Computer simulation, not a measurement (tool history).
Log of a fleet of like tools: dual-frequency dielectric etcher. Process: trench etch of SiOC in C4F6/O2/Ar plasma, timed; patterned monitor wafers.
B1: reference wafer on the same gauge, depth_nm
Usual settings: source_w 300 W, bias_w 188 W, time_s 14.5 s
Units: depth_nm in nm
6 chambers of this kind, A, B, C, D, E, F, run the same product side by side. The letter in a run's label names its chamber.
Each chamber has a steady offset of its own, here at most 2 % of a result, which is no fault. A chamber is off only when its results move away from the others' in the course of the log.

run 1E day=0.212 | source_w=300 bias_w=188 time_s=14.5 | B1=22.397 | depth_nm=27.088
run 2C day=0.525 | source_w=300 bias_w=188 time_s=14.5 | B1=22.392 | depth_nm=27.162
run 3B day=0.821 | source_w=300 bias_w=188 time_s=14.5 | B1=22.413 | depth_nm=27.808
-- day=0.904 chamber F: wet clean of the chamber
run 4A day=1.254 | source_w=300 bias_w=188 time_s=14.5 | B1=22.424 | depth_nm=27.357
-- day=1.404 chamber C: wet clean of the chamber
run 5F day=1.446 | source_w=300 bias_w=188 time_s=14.5 | B1=22.396 | depth_nm=26.975
run 6D day=1.871 | source_w=260 bias_w=146 time_s=14.5 | B1=22.413 | depth_nm=23.823
run 7C day=2.312 | source_w=260 bias_w=146 time_s=14.5 | B1=22.385 | depth_nm=23.757
run 8B day=2.592 | source_w=260 bias_w=146 time_s=14.5 | B1=22.399 | depth_nm=24.328
-- day=2.762 chamber A: bias power generator calibrated
run 9E day=2.958 | source_w=260 bias_w=146 time_s=14.5 | B1=22.415 | depth_nm=23.876
run 10F day=3.342 | source_w=260 bias_w=146 time_s=14.5 | B1=22.402 | depth_nm=23.757
run 11A day=3.571 | source_w=260 bias_w=146 time_s=14.5 | B1=22.416 | depth_nm=23.768
run 12D day=3.825 | source_w=300 bias_w=188 time_s=14.5 | B1=22.430 | depth_nm=27.139
run 13F day=4.254 | source_w=300 bias_w=188 time_s=14.5 | B1=22.403 | depth_nm=27.196
run 14B day=4.688 | source_w=300 bias_w=188 time_s=14.5 | B1=22.402 | depth_nm=27.842
run 15C day=4.921 | source_w=300 bias_w=188 time_s=14.5 | B1=22.392 | depth_nm=27.152
run 16D day=5.125 | source_w=300 bias_w=188 time_s=14.5 | B1=22.433 | depth_nm=27.090
run 17E day=5.354 | source_w=300 bias_w=188 time_s=14.5 | B1=22.408 | depth_nm=27.114
run 18A day=5.638 | source_w=330 bias_w=188 time_s=14.5 | B1=22.392 | depth_nm=28.322
run 19E day=6.012 | source_w=330 bias_w=188 time_s=14.5 | B1=22.364 | depth_nm=28.399
run 20C day=6.396 | source_w=330 bias_w=188 time_s=14.5 | B1=22.421 | depth_nm=28.241
run 21A day=6.608 | source_w=330 bias_w=188 time_s=14.5 | B1=22.411 | depth_nm=28.393
run 22B day=6.950 | source_w=330 bias_w=188 time_s=14.5 | B1=22.408 | depth_nm=28.834
run 23F day=7.358 | source_w=330 bias_w=188 time_s=14.5 | B1=22.413 | depth_nm=28.291
run 24D day=7.733 | source_w=300 bias_w=188 time_s=14.5 | B1=22.398 | depth_nm=26.711
run 25E day=8.129 | source_w=300 bias_w=188 time_s=14.5 | B1=22.400 | depth_nm=27.137
run 26F day=8.492 | source_w=300 bias_w=188 time_s=14.5 | B1=22.389 | depth_nm=27.173
run 27C day=8.683 | source_w=300 bias_w=188 time_s=14.5 | B1=22.385 | depth_nm=27.284
run 28A day=8.933 | source_w=300 bias_w=188 time_s=14.5 | B1=22.392 | depth_nm=27.362
run 29B day=9.179 | source_w=300 bias_w=188 time_s=14.5 | B1=22.387 | depth_nm=27.978
run 30D day=9.579 | source_w=300 bias_w=188 time_s=14.5 | B1=22.404 | depth_nm=26.742
run 31F day=10.021 | source_w=300 bias_w=188 time_s=14.5 | B1=22.399 | depth_nm=27.286
run 32B day=10.408 | source_w=300 bias_w=188 time_s=14.5 | B1=22.402 | depth_nm=27.757
run 33D day=10.854 | source_w=300 bias_w=188 time_s=14.5 | B1=22.410 | depth_nm=26.471
run 34A day=11.062 | source_w=300 bias_w=188 time_s=14.5 | B1=22.403 | depth_nm=27.373
run 35C day=11.462 | source_w=300 bias_w=188 time_s=14.5 | B1=22.403 | depth_nm=27.388
run 36E day=11.808 | source_w=300 bias_w=188 time_s=14.5 | B1=22.412 | depth_nm=27.179
run 37D day=12.000 | source_w=300 bias_w=188 time_s=14.5 | B1=22.403 | depth_nm=26.489
run 38B day=12.329 | source_w=300 bias_w=188 time_s=14.5 | B1=22.400 | depth_nm=27.989
-- day=12.471 chamber E: wet clean of the chamber
run 39A day=12.533 | source_w=300 bias_w=188 time_s=14.5 | B1=22.404 | depth_nm=27.286
run 40F day=12.946 | source_w=300 bias_w=188 time_s=16.5 | B1=22.414 | depth_nm=30.663
run 41C day=13.388 | source_w=300 bias_w=188 time_s=16.5 | B1=22.386 | depth_nm=30.795
run 42E day=13.725 | source_w=300 bias_w=188 time_s=16.5 | B1=22.410 | depth_nm=30.976
run 43F day=14.158 | source_w=300 bias_w=188 time_s=16.5 | B1=22.417 | depth_nm=31.244
run 44C day=14.433 | source_w=300 bias_w=188 time_s=16.5 | B1=22.386 | depth_nm=31.085

Is one chamber off against the others, does the gauge drift, or is nothing wrong? If a chamber is off, say which, and what the likeliest cause is.

Chamber D drifts away from the others.
Cause: etch rate under this chamber's usual, % = 3.32.

Here are 4 candidates for chamber D's next run, each the usual settings with a change, their results left as question marks. Which one brings its results back in line with what the others give on the usual settings?
In line means no further than this from the other chambers' mean on the usual settings: depth_nm 0.410 nm
run 45D-1 day=14.750 | source_w=320 bias_w=197 time_s=14.5 | depth_nm=?
run 45D-2 day=14.750 | source_w=310 bias_w=188 time_s=14.5 | depth_nm=?
run 45D-3 day=14.750 | source_w=290 bias_w=188 time_s=14.5 | depth_nm=?
run 45D-4 day=14.750 | source_w=300 bias_w=188 time_s=14.0 | depth_nm=?

The other chambers' mean on the usual settings: depth_nm 27.359 nm
run=45D-1 depth_nm=27.289
run=45D-2 depth_nm=26.538
run=45D-3 depth_nm=25.854
run=45D-4 depth_nm=25.296
45D-1 brings the chamber back in line.

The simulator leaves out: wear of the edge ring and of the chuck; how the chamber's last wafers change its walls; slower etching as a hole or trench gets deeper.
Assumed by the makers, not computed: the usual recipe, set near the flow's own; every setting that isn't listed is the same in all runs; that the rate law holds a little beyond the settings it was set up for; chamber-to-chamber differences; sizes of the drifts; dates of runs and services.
